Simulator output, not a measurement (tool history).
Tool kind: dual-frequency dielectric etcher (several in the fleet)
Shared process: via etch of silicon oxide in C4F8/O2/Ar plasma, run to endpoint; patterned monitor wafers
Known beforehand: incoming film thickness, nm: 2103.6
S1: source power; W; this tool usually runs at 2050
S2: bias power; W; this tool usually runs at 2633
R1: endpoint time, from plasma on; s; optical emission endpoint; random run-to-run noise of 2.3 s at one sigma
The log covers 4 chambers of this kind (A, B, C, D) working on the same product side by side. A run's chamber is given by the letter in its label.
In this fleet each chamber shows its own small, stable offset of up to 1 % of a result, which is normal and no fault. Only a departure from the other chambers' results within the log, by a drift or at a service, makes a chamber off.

| run | hour | S1 | S2 | R1 |
|---|---|---|---|---|
| 1D | 6.5 | 2050 | 2633 | 377.21 |
| 2C | 11.8 | 2050 | 2633 | 386.34 |
| 3A | 17.7 | 2050 | 2633 | 379.41 |
| 4B | 25.7 | 2050 | 2633 | 383.13 |
|  | 27.3 | chamber B: wet clean of the chamber |
| 5D | 31.2 | 2050 | 2633 | 379.85 |
| 6A | 35.1 | 2050 | 2633 | 380.21 |
| 7C | 39.0 | 2050 | 2633 | 380.66 |
| 8B | 43.8 | 2050 | 2633 | 378.90 |
| 9A | 48.6 | 2280 | 2172 | 385.44 |
| 10B | 57.1 | 2280 | 2172 | 385.70 |
| 11D | 62.5 | 2280 | 2172 | 387.65 |
| 12C | 71.4 | 2280 | 2172 | 387.19 |
| 13A | 78.6 | 2050 | 2633 | 381.81 |
| 14C | 86.9 | 2050 | 2633 | 380.97 |
| 15D | 93.5 | 2050 | 2633 | 382.31 |
| 16B | 101.3 | 2050 | 2633 | 376.70 |
| 17A | 108.0 | 2050 | 2633 | 383.17 |
| 18D | 112.3 | 2050 | 2633 | 379.28 |
| 19C | 119.7 | 1700 | 3195 | 386.29 |
| 20B | 125.6 | 1700 | 3195 | 378.68 |
|  | 132.6 | chamber D: wet clean of the chamber |
| 21A | 132.9 | 1700 | 3195 | 388.51 |
| 22C | 137.3 | 1700 | 3195 | 386.93 |
| 23B | 143.0 | 2050 | 2633 | 379.73 |
| 24D | 149.4 | 2050 | 2633 | 378.47 |
| 25D | 157.1 | 2050 | 2633 | 379.53 |
| 26C | 165.6 | 2050 | 2633 | 383.57 |
| 27A | 173.4 | 1650 | 2193 | 443.20 |
| 28B | 178.8 | 1650 | 2193 | 436.18 |
| 29D | 187.1 | 1650 | 2193 | 433.54 |
|  | 187.4 | chamber C: wet clean of the chamber |
| 30C | 195.7 | 1650 | 2193 | 440.45 |
| 31A | 204.5 | 2050 | 2633 | 383.29 |
| 32B | 210.6 | 2050 | 2633 | 378.82 |
|  | 214.2 | chamber A: wet clean of the chamber |
| 33C | 217.8 | 2050 | 2633 | 378.14 |
| 34A | 226.4 | 2050 | 2633 | 380.60 |
| 35D | 233.2 | 2050 | 2633 | 380.27 |
| 36B | 239.5 | 2210 | 2013 | 398.06 |
| 37A | 244.2 | 2210 | 2013 | 399.27 |
| 38D | 251.8 | 2210 | 2013 | 392.63 |
| 39C | 258.0 | 2210 | 2013 | 399.11 |
| 40B | 265.6 | 2050 | 2633 | 375.78 |

Next, every chamber runs the same settings. What will each give?
| 41A | 272.0 | 2050 | 2145 | ? |
| 41B | 272.0 | 2050 | 2145 | ? |
| 41C | 272.0 | 2050 | 2145 | ? |
| 41D | 272.0 | 2050 | 2145 | ? |

| run | R1 |
|---|---|
| 41A | 404.48 |
| 41B | 397.99 |
| 41C | 405.78 |
| 41D | 399.71 |
